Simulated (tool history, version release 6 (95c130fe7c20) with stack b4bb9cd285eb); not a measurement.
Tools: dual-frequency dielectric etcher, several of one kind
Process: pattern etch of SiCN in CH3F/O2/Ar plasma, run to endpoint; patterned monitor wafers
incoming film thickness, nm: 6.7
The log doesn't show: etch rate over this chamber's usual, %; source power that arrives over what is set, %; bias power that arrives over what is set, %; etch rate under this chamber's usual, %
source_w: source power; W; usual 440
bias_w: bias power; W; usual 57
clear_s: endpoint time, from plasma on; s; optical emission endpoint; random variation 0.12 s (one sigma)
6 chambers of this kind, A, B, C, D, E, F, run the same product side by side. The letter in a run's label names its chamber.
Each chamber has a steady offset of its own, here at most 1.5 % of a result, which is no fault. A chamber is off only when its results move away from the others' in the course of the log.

run	hour	source_w	bias_w	hours since the last wet clean	hours since the last source power generator calibration	hours since the last bias power generator calibration	clear_s
1D	4.1	440	57	231	3880.8	2781.1	18.408
2C	8	440	57	272.2	825.9	2792.3	18.269
3A	13.3	440	57	82.6	3584.8	3166.4	18.78
4F	16.2	440	57	323.8	249.5	956.7	18.528
5B	21.4	440	57	390.5	2218.7	2807.7	18.582
6E	26.8	440	57	117.8	1284	1317.1	18.777
7C	32.4	440	57	296.6	850.3	2816.7	18.321
8B	38	440	57	407.1	2235.3	2824.3	18.83
9E	40.9	440	57	131.9	1298.1	1331.2	18.862
10A	45.8	440	57	115.1	3617.3	3198.9	18.721
11F	49.2	440	57	356.8	282.5	989.7	18.261
12D	52.3	440	57	279.2	3929	2829.3	18.286
13F	58	440	57	365.6	291.3	998.5	18.362
14D	63.6	480	57	290.5	3940.3	2840.6	17.675
15B	69.5	480	57	438.6	2266.8	2855.8	17.95
16A	75.6	480	57	144.9	3647.1	3228.7	18.172
17E	79.4	480	57	170.4	1336.6	1369.7	18.252
18C	83	480	57	347.2	900.9	2867.3	17.7
19F	88.7	480	57	396.3	322	1029.2	17.937
# hour 91.3: chamber D: wet clean of the chamber
20C	92.2	440	57	356.4	910.1	2876.5	18.513
21E	96.3	440	57	187.3	1353.5	1386.6	18.9
22A	100.8	440	57	170.1	3672.3	3253.9	18.758
23B	105.2	440	57	474.3	2302.5	2891.5	18.643
24D	110.6	440	57	19.4	3987.3	2887.6	18.378
25B	115	440	57	484.1	2312.3	2901.3	18.519
26F	120.3	440	57	427.9	353.6	1060.8	18.367
27C	125.5	440	57	389.7	943.4	2909.8	18.539
28D	128.7	390	51	37.5	4005.4	2905.7	20.036
# hour 133.1: chamber B: wet clean of the chamber
29A	134.5	390	51	203.8	3706	3287.6	20.327
30E	139.6	390	51	230.6	1396.8	1429.9	20.402
31B	143.3	390	51	10.3	2340.6	2929.6	20.153
32C	148.6	390	51	412.8	966.5	2932.9	19.927
33A	153.5	390	51	222.8	3725	3306.6	20.45
34D	157.7	440	57	66.5	4034.4	2934.7	18.544
35E	162.3	440	57	253.3	1419.5	1452.6	18.707
36F	168.2	440	57	475.8	401.5	1108.7	18.344
37C	170.9	440	57	435.1	988.8	2955.2	18.381
38E	174.5	440	57	265.5	1431.7	1464.8	18.631
39A	178.2	440	62	247.5	3749.7	3331.3	18.221
40D	181.1	440	62	89.9	4057.8	2958.1	18.146
41B	185	440	62	52	2382.3	2971.3	18.093
42F	188.6	440	62	496.2	421.9	1129.1	17.978
43A	192.2	440	62	261.5	3763.7	3345.3	18.157

Is one chamber off against the others, does the gauge drift, or is nothing wrong? If a chamber is off, say which, and what the likeliest cause is.

No chamber stands off beyond its own small offset, and the gauge holds steady.
